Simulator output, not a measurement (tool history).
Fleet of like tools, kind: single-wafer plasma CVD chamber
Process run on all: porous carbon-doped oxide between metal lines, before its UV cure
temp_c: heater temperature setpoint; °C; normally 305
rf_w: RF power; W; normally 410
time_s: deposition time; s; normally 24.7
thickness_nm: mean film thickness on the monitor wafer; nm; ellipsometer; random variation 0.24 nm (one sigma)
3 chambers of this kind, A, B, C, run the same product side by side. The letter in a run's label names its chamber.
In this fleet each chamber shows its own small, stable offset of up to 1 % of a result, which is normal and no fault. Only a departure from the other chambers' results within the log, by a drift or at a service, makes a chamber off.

| run | hour | temp_c | rf_w | time_s | hours since the last thermocouple change | hours since the last RF generator calibration | read-back reference wafer on the same gauge, thickness_nm | thickness_nm |
|---|---|---|---|---|---|---|---|---|
| 1C | 9.6 | 305 | 410 | 24.7 | 1576.4 | 1426.3 | 96.978 | 113.24 |
| 2B | 14.7 | 305 | 410 | 24.7 | 1210.1 | 143.1 | 97.058 | 111.87 |
| 3A | 24.1 | 305 | 410 | 24.7 | 1698.4 | 1542.5 | 97.002 | 112.49 |
| 4A | 31.0 | 305 | 410 | 24.7 | 1705.3 | 1549.4 | 96.993 | 112.37 |
| 5B | 41.3 | 305 | 410 | 24.7 | 1236.7 | 169.7 | 96.976 | 112.03 |
| 6C | 46.4 | 305 | 410 | 24.7 | 1613.2 | 1463.1 | 97.007 | 113.79 |
| 7A | 54.8 | 305 | 410 | 24.7 | 1729.1 | 1573.2 | 97.015 | 112.88 |
| 8C | 63.8 | 305 | 410 | 24.7 | 1630.6 | 1480.5 | 96.963 | 113.31 |
| 9B | 68.8 | 305 | 410 | 24.7 | 1264.2 | 197.2 | 97.004 | 112.39 |
| 10B | 75.2 | 305 | 410 | 24.7 | 1270.6 | 203.6 | 96.959 | 112.33 |
| 11A | 80.1 | 305 | 410 | 24.7 | 1754.4 | 1598.5 | 97.009 | 112.68 |
| 12C | 85.6 | 293 | 445 | 24.7 | 1652.4 | 1502.3 | 96.975 | 129.72 |
| 13C | 93.9 | 293 | 445 | 24.7 | 1660.7 | 1510.6 | 96.996 | 129.80 |
|  | 94.3 | chamber B: thermocouple changed; heater temperature recalibrated |
| 14A | 100.0 | 293 | 445 | 24.7 | 1774.3 | 1618.4 | 96.967 | 128.74 |
| 15B | 107.3 | 305 | 410 | 24.7 | 13.1 | 235.7 | 96.993 | 110.76 |
| 16C | 115.3 | 305 | 410 | 24.7 | 1682.1 | 1532.0 | 97.038 | 113.84 |
| 17A | 125.5 | 305 | 410 | 24.7 | 1799.8 | 1643.9 | 96.963 | 112.97 |
| 18B | 131.4 | 305 | 410 | 24.7 | 37.2 | 259.8 | 97.049 | 111.00 |
| 19A | 136.8 | 305 | 410 | 24.7 | 1811.1 | 1655.2 | 96.978 | 112.33 |
| 20B | 146.1 | 305 | 410 | 24.7 | 51.9 | 274.5 | 97.017 | 110.75 |
| 21C | 153.7 | 305 | 410 | 24.7 | 1720.5 | 1570.4 | 96.995 | 113.60 |
| 22A | 159.8 | 305 | 410 | 24.7 | 1834.1 | 1678.2 | 96.966 | 112.62 |
| 23B | 165.8 | 305 | 410 | 24.7 | 71.6 | 294.2 | 97.026 | 110.59 |

Predict what each chamber gives when all 3 of them run the settings below next.
| 24A | 173.5 | 317 | 410 | 24.7 |  |  |  | ? |
| 24B | 173.5 | 317 | 410 | 24.7 |  |  |  | ? |
| 24C | 173.5 | 317 | 410 | 24.7 |  |  |  | ? |

| run | thickness_nm |
|---|---|
| 24A | 105.33 |
| 24B | 104.09 |
| 24C | 106.85 |
